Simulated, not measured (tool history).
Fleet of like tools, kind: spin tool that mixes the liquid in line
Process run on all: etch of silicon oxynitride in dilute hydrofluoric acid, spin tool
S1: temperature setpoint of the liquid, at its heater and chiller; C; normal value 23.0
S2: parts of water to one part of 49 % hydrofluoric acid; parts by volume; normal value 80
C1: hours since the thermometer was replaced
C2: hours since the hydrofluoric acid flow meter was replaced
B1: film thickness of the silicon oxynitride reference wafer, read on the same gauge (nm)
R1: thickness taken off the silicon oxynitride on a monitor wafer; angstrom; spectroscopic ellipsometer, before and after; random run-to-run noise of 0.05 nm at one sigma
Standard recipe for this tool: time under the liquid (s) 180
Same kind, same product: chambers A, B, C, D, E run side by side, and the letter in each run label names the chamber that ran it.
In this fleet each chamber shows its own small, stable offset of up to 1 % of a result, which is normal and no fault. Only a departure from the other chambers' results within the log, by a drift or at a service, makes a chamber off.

Run 1B, hour 6.4: usual settings; C1 187.4; C2 1107.0; B1 69.991. Result: R1 54.387 angstrom.
Run 2A, hour 11.2: usual settings; C1 17.3; C2 246.2; B1 70.014. Result: R1 54.262 angstrom.
Run 3D, hour 20.4: usual settings; C1 158.0; C2 1189.6; B1 69.989. Result: R1 55.180 angstrom.
Run 4C, hour 28.1: usual settings; C1 1774.9; C2 550.0; B1 69.997. Result: R1 55.105 angstrom.
Run 5E, hour 33.0: usual settings; C1 685.5; C2 490.3; B1 70.022. Result: R1 55.582 angstrom.
Run 6C, hour 40.5: usual settings; C1 1787.3; C2 562.4; B1 69.990. Result: R1 55.878 angstrom.
Run 7D, hour 45.6: usual settings; C1 183.2; C2 1214.8; B1 69.999. Result: R1 55.086 angstrom.
Run 8B, hour 53.4: usual settings; C1 234.4; C2 1154.0; B1 70.016. Result: R1 54.618 angstrom.
Run 9E, hour 58.1: usual settings; C1 710.6; C2 515.4; B1 69.990. Result: R1 55.350 angstrom.
Run 10A, hour 62.3: usual settings; C1 68.4; C2 297.3; B1 70.019. Result: R1 54.911 angstrom.
Run 11C, hour 66.5: usual settings; C1 1813.3; C2 588.4; B1 70.008. Result: R1 55.963 angstrom.
Run 12B, hour 71.9: usual settings but S1 20.5 C, S2 120 parts by volume; C1 252.9; C2 1172.5; B1 70.023. Result: R1 31.340 angstrom.
Run 13D, hour 79.6: usual settings but S1 20.5 C, S2 120 parts by volume; C1 217.2; C2 1248.8; B1 69.993. Result: R1 31.979 angstrom.
Run 14E, hour 87.1: usual settings but S1 20.5 C, S2 120 parts by volume; C1 739.6; C2 544.4; B1 69.999. Result: R1 31.561 angstrom.
Run 15A, hour 94.7: usual settings but S1 20.5 C, S2 120 parts by volume; C1 100.8; C2 329.7; B1 69.979. Result: R1 31.265 angstrom.
Run 16E, hour 100.9: usual settings but S1 20.5 C, S2 120 parts by volume; C1 753.4; C2 558.2; B1 69.981. Result: R1 31.507 angstrom.
Run 17D, hour 108.9: usual settings but S2 110 parts by volume; C1 246.5; C2 1278.1; B1 69.985. Result: R1 39.461 angstrom.
Run 18A, hour 117.4: usual settings but S2 110 parts by volume; C1 123.5; C2 352.4; B1 70.007. Result: R1 39.533 angstrom.
Run 19C, hour 123.6: usual settings but S2 110 parts by volume; C1 1870.4; C2 645.5; B1 70.022. Result: R1 38.975 angstrom.
Run 20B, hour 131.5: usual settings but S2 110 parts by volume; C1 312.5; C2 1232.1; B1 70.013. Result: R1 39.633 angstrom.
Run 21B, hour 136.0: usual settings but S2 110 parts by volume; C1 317.0; C2 1236.6; B1 70.015. Result: R1 39.098 angstrom.
Run 22E, hour 142.7: usual settings but S1 20.0 C; C1 795.2; C2 600.0; B1 69.999. Result: R1 47.320 angstrom.
Run 23D, hour 150.4: usual settings but S1 20.0 C; C1 288.0; C2 1319.6; B1 69.997. Result: R1 47.526 angstrom.
Run 24C, hour 156.6: usual settings but S1 20.0 C; C1 1903.4; C2 678.5; B1 69.992. Result: R1 47.372 angstrom.
Run 25A, hour 165.5: usual settings but S1 20.0 C; C1 171.6; C2 400.5; B1 69.992. Result: R1 47.507 angstrom.
Run 26E, hour 169.9: usual settings but S1 20.0 C; C1 822.4; C2 627.2; B1 69.995. Result: R1 47.129 angstrom.
Run 27D, hour 178.1: usual settings; C1 315.7; C2 1347.3; B1 69.999. Result: R1 55.084 angstrom.
Run 28C, hour 186.6: usual settings; C1 1933.4; C2 708.5; B1 69.995. Result: R1 55.888 angstrom.
Run 29A, hour 195.2: usual settings; C1 201.3; C2 430.2; B1 69.999. Result: R1 54.552 angstrom.
Run 30B, hour 200.6: usual settings; C1 381.6; C2 1301.2; B1 69.995. Result: R1 57.211 angstrom.
Run 31E, hour 205.2: usual settings; C1 857.7; C2 662.5; B1 70.020. Result: R1 55.267 angstrom.
Run 32A, hour 211.8: usual settings; C1 217.9; C2 446.8; B1 69.994. Result: R1 55.366 angstrom.
Run 33B, hour 217.7: usual settings; C1 398.7; C2 1318.3; B1 69.982. Result: R1 56.831 angstrom.
Run 34C, hour 225.3: usual settings; C1 1972.1; C2 747.2; B1 70.019. Result: R1 55.027 angstrom.
Run 35D, hour 231.4: usual settings; C1 369.0; C2 1400.6; B1 70.013. Result: R1 55.810 angstrom.
Run 36B, hour 239.2: usual settings but time under the liquid (s) 90; C1 420.2; C2 1339.8; B1 69.998. Result: R1 28.813 angstrom.
Run 37C, hour 247.0: usual settings but time under the liquid (s) 90; C1 1993.8; C2 768.9; B1 70.031. Result: R1 27.967 angstrom.
Run 38D, hour 253.7: usual settings but time under the liquid (s) 90; C1 391.3; C2 1422.9; B1 69.984. Result: R1 27.517 angstrom.
Run 39E, hour 262.7: usual settings but time under the liquid (s) 90; C1 915.2; C2 720.0; B1 70.033. Result: R1 27.447 angstrom.
Run 40A, hour 268.9: usual settings but time under the liquid (s) 90; C1 275.0; C2 503.9; B1 69.999. Result: R1 27.592 angstrom.
Run 41A, hour 277.9: usual settings; C1 284.0; C2 512.9; B1 69.992. Result: R1 54.533 angstrom.
Run 42D, hour 286.3: usual settings; C1 423.9; C2 1455.5; B1 70.005. Result: R1 54.885 angstrom.

Does one chamber stand apart from the rest, does the shared gauge drift, or is all well apart from small per-chamber offsets? Give the chamber and the most likely cause, where there is one.

Little by little, chamber B moves away from the other chambers.
Likeliest cause: hydrofluoric acid flow above the setpoint (%) = 7.34.
From this log alone, it may not be told apart from: liquid hotter than its thermometer reads (K).

Here are 4 candidates for chamber B's next run, each the usual settings with a change, their results left as question marks. Which one brings its results back in line with what the others give on the usual settings?
In line here means within this much of the mean the other chambers give on the usual settings: R1 1.800 angstrom
Run 43B-1, hour 293.0: usual settings but S2 85 parts by volume, time under the liquid (s) 170. Result: R1 ?.
Run 43B-2, hour 293.0: usual settings but time under the liquid (s) 205. Result: R1 ?.
Run 43B-3, hour 293.0: usual settings but time under the liquid (s) 190. Result: R1 ?.
Run 43B-4, hour 293.0: usual settings but time under the liquid (s) 170. Result: R1 ?.

The mean the other chambers reach with the usual settings: R1 55.128 angstrom
  run      R1
43B-1  51.651
43B-2  66.431
43B-3  61.570
43B-4  55.089
43B-4 puts the chamber back in line with the other chambers.

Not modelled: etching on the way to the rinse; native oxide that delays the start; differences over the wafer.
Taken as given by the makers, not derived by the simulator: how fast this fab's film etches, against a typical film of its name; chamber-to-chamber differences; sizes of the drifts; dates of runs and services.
